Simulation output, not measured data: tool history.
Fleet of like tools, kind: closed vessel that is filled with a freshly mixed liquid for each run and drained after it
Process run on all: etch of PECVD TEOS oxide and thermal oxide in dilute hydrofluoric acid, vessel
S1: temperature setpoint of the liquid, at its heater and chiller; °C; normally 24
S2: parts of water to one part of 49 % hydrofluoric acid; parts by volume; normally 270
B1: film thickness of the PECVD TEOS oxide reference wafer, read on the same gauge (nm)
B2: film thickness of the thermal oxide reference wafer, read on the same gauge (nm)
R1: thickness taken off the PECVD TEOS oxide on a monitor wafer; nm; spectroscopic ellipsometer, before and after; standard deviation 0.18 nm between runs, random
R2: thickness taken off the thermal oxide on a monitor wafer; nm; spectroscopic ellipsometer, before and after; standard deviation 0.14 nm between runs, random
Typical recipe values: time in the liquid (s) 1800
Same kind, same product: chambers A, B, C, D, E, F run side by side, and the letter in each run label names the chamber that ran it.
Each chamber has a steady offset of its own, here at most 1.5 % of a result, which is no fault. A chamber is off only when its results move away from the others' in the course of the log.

{"run": "1A", "hour": 8.9, "S1": 24, "S2": 270, "time in the liquid (s)": 1800, "B1": 150.03, "B2": 109.98, "R1": 56.243, "R2": 27.254}
{"run": "2D", "hour": 15.8, "S1": 24, "S2": 270, "time in the liquid (s)": 1800, "B1": 150.02, "B2": 110.01, "R1": 56.249, "R2": 27.234}
{"hour": 18.1, "done": "chamber D: hydrofluoric acid flow meter replaced"}
{"run": "3B", "hour": 25.1, "S1": 24, "S2": 270, "time in the liquid (s)": 1800, "B1": 150, "B2": 110, "R1": 56.003, "R2": 26.787}
{"run": "4E", "hour": 31.6, "S1": 24, "S2": 270, "time in the liquid (s)": 1800, "B1": 150.04, "B2": 110.01, "R1": 57.306, "R2": 27.509}
{"run": "5F", "hour": 36.8, "S1": 20.5, "S2": 270, "time in the liquid (s)": 1480, "B1": 149.99, "B2": 110, "R1": 40.888, "R2": 19.667}
{"run": "6C", "hour": 42.0, "S1": 20.5, "S2": 270, "time in the liquid (s)": 1480, "B1": 149.96, "B2": 109.99, "R1": 41.353, "R2": 19.842}
{"run": "7E", "hour": 49.9, "S1": 20.5, "S2": 270, "time in the liquid (s)": 1480, "B1": 150.05, "B2": 109.99, "R1": 41.63, "R2": 20.098}
{"run": "8B", "hour": 59.0, "S1": 20.5, "S2": 270, "time in the liquid (s)": 1480, "B1": 150.02, "B2": 109.98, "R1": 40.706, "R2": 19.681}
{"run": "9D", "hour": 64.3, "S1": 20.5, "S2": 270, "time in the liquid (s)": 1480, "B1": 149.95, "B2": 110, "R1": 40.789, "R2": 19.759}
{"run": "10F", "hour": 69.5, "S1": 20.5, "S2": 270, "time in the liquid (s)": 1480, "B1": 149.99, "B2": 110, "R1": 40.716, "R2": 19.86}
{"run": "11C", "hour": 79.1, "S1": 24, "S2": 270, "time in the liquid (s)": 1800, "B1": 149.99, "B2": 110, "R1": 56.703, "R2": 27.299}
{"run": "12A", "hour": 84.5, "S1": 28.5, "S2": 270, "time in the liquid (s)": 1800, "B1": 149.98, "B2": 109.98, "R1": 65.635, "R2": 32.205}
{"run": "13B", "hour": 94.2, "S1": 28.5, "S2": 270, "time in the liquid (s)": 1800, "B1": 149.97, "B2": 110, "R1": 65.856, "R2": 31.536}
{"run": "14E", "hour": 101.7, "S1": 28.5, "S2": 270, "time in the liquid (s)": 1800, "B1": 150.03, "B2": 109.99, "R1": 66.857, "R2": 31.947}
{"hour": 103.7, "done": "chamber F: hydrofluoric acid flow meter replaced"}
{"run": "15A", "hour": 108.8, "S1": 28.5, "S2": 270, "time in the liquid (s)": 1800, "B1": 150.01, "B2": 110.01, "R1": 66.38, "R2": 31.601}
{"run": "16F", "hour": 115.7, "S1": 28.5, "S2": 270, "time in the liquid (s)": 1800, "B1": 150.03, "B2": 109.99, "R1": 65.688, "R2": 31.893}
{"run": "17C", "hour": 124.1, "S1": 28.5, "S2": 270, "time in the liquid (s)": 1800, "B1": 150.02, "B2": 110, "R1": 65.942, "R2": 31.874}
{"run": "18D", "hour": 133.2, "S1": 24, "S2": 270, "time in the liquid (s)": 1800, "B1": 149.95, "B2": 109.99, "R1": 56.004, "R2": 27.121}
{"run": "19F", "hour": 140.4, "S1": 24, "S2": 270, "time in the liquid (s)": 1800, "B1": 150.01, "B2": 109.99, "R1": 56.407, "R2": 27.112}
{"run": "20D", "hour": 145.7, "S1": 24, "S2": 270, "time in the liquid (s)": 1800, "B1": 149.96, "B2": 110, "R1": 56.105, "R2": 27.301}
{"run": "21C", "hour": 155.0, "S1": 24, "S2": 270, "time in the liquid (s)": 1800, "B1": 149.94, "B2": 109.99, "R1": 57.023, "R2": 27.702}
{"run": "22A", "hour": 160.2, "S1": 24, "S2": 270, "time in the liquid (s)": 1800, "B1": 150.02, "B2": 110, "R1": 56.58, "R2": 27.116}
{"run": "23B", "hour": 167.8, "S1": 24, "S2": 350, "time in the liquid (s)": 1800, "B1": 149.96, "B2": 110, "R1": 39.991, "R2": 19.177}
{"run": "24E", "hour": 172.2, "S1": 24, "S2": 350, "time in the liquid (s)": 1800, "B1": 150.01, "B2": 110, "R1": 40.977, "R2": 19.734}
{"run": "25A", "hour": 178.8, "S1": 24, "S2": 350, "time in the liquid (s)": 1800, "B1": 149.99, "B2": 110, "R1": 40.184, "R2": 19.342}
{"run": "26B", "hour": 186.4, "S1": 24, "S2": 350, "time in the liquid (s)": 1800, "B1": 149.98, "B2": 110, "R1": 40.01, "R2": 19.131}
{"run": "27F", "hour": 196.0, "S1": 24, "S2": 350, "time in the liquid (s)": 1800, "B1": 150.04, "B2": 110, "R1": 40.229, "R2": 19.659}
{"run": "28C", "hour": 202.7, "S1": 24, "S2": 350, "time in the liquid (s)": 1800, "B1": 150.05, "B2": 110.01, "R1": 40.609, "R2": 19.321}
{"hour": 205.1, "done": "chamber D: thermometer replaced"}
{"run": "29E", "hour": 207.6, "S1": 24, "S2": 270, "time in the liquid (s)": 1800, "B1": 150.02, "B2": 110, "R1": 57.384, "R2": 27.739}
{"hour": 212.8, "done": "chamber B: thermometer replaced"}
{"run": "30D", "hour": 213.9, "S1": 24, "S2": 270, "time in the liquid (s)": 1800, "B1": 149.97, "B2": 109.99, "R1": 56.29, "R2": 27.075}
{"run": "31B", "hour": 218.2, "S1": 24, "S2": 270, "time in the liquid (s)": 1800, "B1": 150.02, "B2": 110, "R1": 56.216, "R2": 27.034}
{"run": "32A", "hour": 224.6, "S1": 24, "S2": 270, "time in the liquid (s)": 1800, "B1": 150.04, "B2": 109.99, "R1": 56.19, "R2": 27.307}
{"run": "33D", "hour": 231.6, "S1": 24, "S2": 270, "time in the liquid (s)": 1800, "B1": 150.01, "B2": 110, "R1": 56.533, "R2": 27.282}
{"run": "34E", "hour": 240.2, "S1": 21.5, "S2": 180, "time in the liquid (s)": 1800, "B1": 150.01, "B2": 110, "R1": 85.847, "R2": 41.527}
{"run": "35C", "hour": 245.7, "S1": 21.5, "S2": 180, "time in the liquid (s)": 1800, "B1": 150.01, "B2": 109.99, "R1": 85.822, "R2": 41.08}
{"run": "36F", "hour": 250.1, "S1": 21.5, "S2": 180, "time in the liquid (s)": 1800, "B1": 149.94, "B2": 109.99, "R1": 84.159, "R2": 40.504}
{"run": "37E", "hour": 258.7, "S1": 21.5, "S2": 180, "time in the liquid (s)": 1800, "B1": 149.97, "B2": 110, "R1": 85.549, "R2": 41.266}
{"run": "38D", "hour": 263.1, "S1": 21.5, "S2": 180, "time in the liquid (s)": 1800, "B1": 149.99, "B2": 109.99, "R1": 83.722, "R2": 40.487}

Is one chamber out of step, is the gauge drifting, or do the chambers differ by no more than their own small offsets? For an off chamber, give its letter and the likeliest cause.

Nothing is wrong: each chamber keeps only its own small, steady offset and the gauge holds still.
